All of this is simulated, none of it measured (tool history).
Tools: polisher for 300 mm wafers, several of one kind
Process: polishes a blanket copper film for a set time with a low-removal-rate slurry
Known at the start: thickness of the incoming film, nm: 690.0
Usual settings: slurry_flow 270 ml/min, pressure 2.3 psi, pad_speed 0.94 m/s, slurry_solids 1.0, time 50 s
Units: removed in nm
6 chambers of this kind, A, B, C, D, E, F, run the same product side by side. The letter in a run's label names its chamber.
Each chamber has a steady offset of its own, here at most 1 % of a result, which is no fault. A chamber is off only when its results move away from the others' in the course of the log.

run,hour,slurry_flow,pressure,pad_speed,slurry_solids,time,wafers polished on this pad,hours since the slurry nozzle was cleaned,hours since the head pressure was calibrated,hours since the slurry blender was calibrated,removed
# hour 6.3: chamber C: slurry blender recalibrated
# hour 8.1: chamber C: worn pad replaced by a new one
1E,9.5,270,2.3,0.94,1.0,50,960,632.2,139.3,307.6,125.680
# hour 11.5: chamber A: worn pad replaced by a new one
# hour 11.9: chamber F: worn pad replaced by a new one
# hour 12.9: chamber E: slurry blender recalibrated
# hour 13.4: chamber F: slurry blender recalibrated
2A,14.3,270,2.3,0.94,1.0,50,29,519.6,360.2,82.9,126.750
# hour 23.0: chamber D: slurry blender recalibrated
3B,23.0,270,2.3,0.94,1.0,50,1170,244.1,209.0,124.5,127.460
4C,29.9,270,2.3,0.94,1.0,50,225,161.2,356.4,23.6,125.870
5D,34.3,270,2.3,0.94,1.0,50,873,373.6,437.6,11.3,124.900
6F,42.4,270,2.3,0.94,1.0,50,315,410.8,757.9,29.1,124.840
# hour 45.0: chamber E: worn pad replaced by a new one
7C,49.1,270,2.3,0.64,1.0,62,423,180.4,375.6,42.8,105.690
# hour 50.6: chamber B: worn pad replaced by a new one
8B,55.3,270,2.3,0.64,1.0,62,48,276.4,241.3,156.8,107.330
# hour 55.7: chamber B: slurry blender recalibrated
# hour 56.6: chamber B: slurry nozzle cleaned
# hour 56.8: chamber D: worn pad replaced by a new one
9A,59.8,270,2.3,0.64,1.0,62,498,565.1,405.7,128.4,106.440
# hour 61.3: chamber F: worn pad replaced by a new one
# hour 67.7: chamber A: worn pad replaced by a new one
10F,67.9,270,2.3,0.64,1.0,62,69,436.3,783.4,54.6,104.760
11E,74.7,270,2.3,0.64,1.0,62,306,697.4,204.5,61.9,107.710
12D,80.1,270,2.3,0.64,1.0,62,240,419.4,483.4,57.1,106.970
13B,84.8,355,2.3,0.94,1.0,41,353,28.2,270.8,29.2,105.870
# hour 88.1: chamber A: slurry nozzle cleaned
14E,93.3,355,2.3,0.94,1.0,41,498,716.0,223.1,80.5,105.890
# hour 95.9: chamber B: head pressure recalibrated
15D,98.5,355,2.3,0.94,1.0,41,430,437.8,501.8,75.5,109.170
16F,104.8,355,2.3,0.94,1.0,41,450,473.2,820.3,91.5,103.630
17A,111.1,355,2.3,0.94,1.0,41,448,23.0,457.0,179.7,105.180
# hour 118.5: chamber A: worn pad replaced by a new one
18C,120.4,355,2.3,0.94,1.0,41,1160,251.7,446.9,114.1,105.120
# hour 121.2: chamber F: worn pad replaced by a new one
# hour 126.1: chamber F: head pressure recalibrated
19A,129.2,270,2.3,0.94,1.0,50,110,41.1,475.1,197.8,127.110
# hour 135.9: chamber A: slurry blender recalibrated
20B,138.3,270,2.3,0.94,1.0,50,905,81.7,42.4,82.7,126.050
# hour 143.7: chamber E: worn pad replaced by a new one
21E,144.6,270,2.3,0.94,1.0,50,9,767.3,274.4,131.8,126.020
22D,152.4,270,2.3,0.94,1.0,50,987,491.7,555.7,129.4,125.510
# hour 158.5: chamber C: worn pad replaced by a new one
23F,159.6,270,2.3,0.94,1.0,50,396,528.0,33.6,146.3,124.720
# hour 163.9: chamber E: slurry nozzle cleaned
# hour 164.9: chamber D: worn pad replaced by a new one
# hour 167.2: chamber B: worn pad replaced by a new one
24C,168.1,270,2.3,0.94,1.0,50,99,299.4,494.6,161.8,126.020
# hour 169.6: chamber A: worn pad replaced by a new one
25E,177.2,270,2.3,0.94,1.0,50,346,13.3,307.0,164.4,128.550
# hour 182.2: chamber F: worn pad replaced by a new one
26A,183.8,270,2.3,0.94,1.0,50,146,95.7,529.7,48.0,127.690
27D,191.8,270,2.3,0.94,1.0,50,278,531.1,595.1,168.8,124.990
28F,200.3,270,2.3,0.94,1.0,50,186,568.7,74.3,187.0,122.990
29B,209.6,270,2.3,0.94,1.0,50,438,153.0,113.7,154.0,126.490
30C,214.3,270,2.3,0.94,1.0,50,576,345.6,540.8,208.0,127.900
# hour 218.0: chamber A: worn pad replaced by a new one
31D,222.8,270,2.3,0.94,1.0,50,598,562.1,626.1,199.8,123.820
32C,229.0,270,2.3,0.94,1.0,33,728,360.3,555.5,222.7,81.840
# hour 232.6: chamber B: slurry blender recalibrated
33F,234.9,270,2.3,0.94,1.0,33,544,603.3,108.9,221.6,82.806
34E,241.2,270,2.3,0.94,1.0,33,1007,77.3,371.0,228.4,83.939
35B,246.8,270,2.3,0.94,1.0,33,822,190.2,150.9,14.2,82.410
36A,254.4,270,2.3,0.94,1.0,33,376,166.3,600.3,118.6,83.985
37A,263.8,270,2.3,0.94,1.0,33,473,175.7,609.7,128.0,83.662

Next, every chamber runs the same settings. What will each give?
38A,270.7,270,2.3,0.94,0.9,50,,,,,?
38B,270.7,270,2.3,0.94,0.9,50,,,,,?
38C,270.7,270,2.3,0.94,0.9,50,,,,,?
38D,270.7,270,2.3,0.94,0.9,50,,,,,?
38E,270.7,270,2.3,0.94,0.9,50,,,,,?
38F,270.7,270,2.3,0.94,0.9,50,,,,,?

run,removed
38A,123.940
38B,123.160
38C,123.400
38D,122.740
38E,125.360
38F,121.410
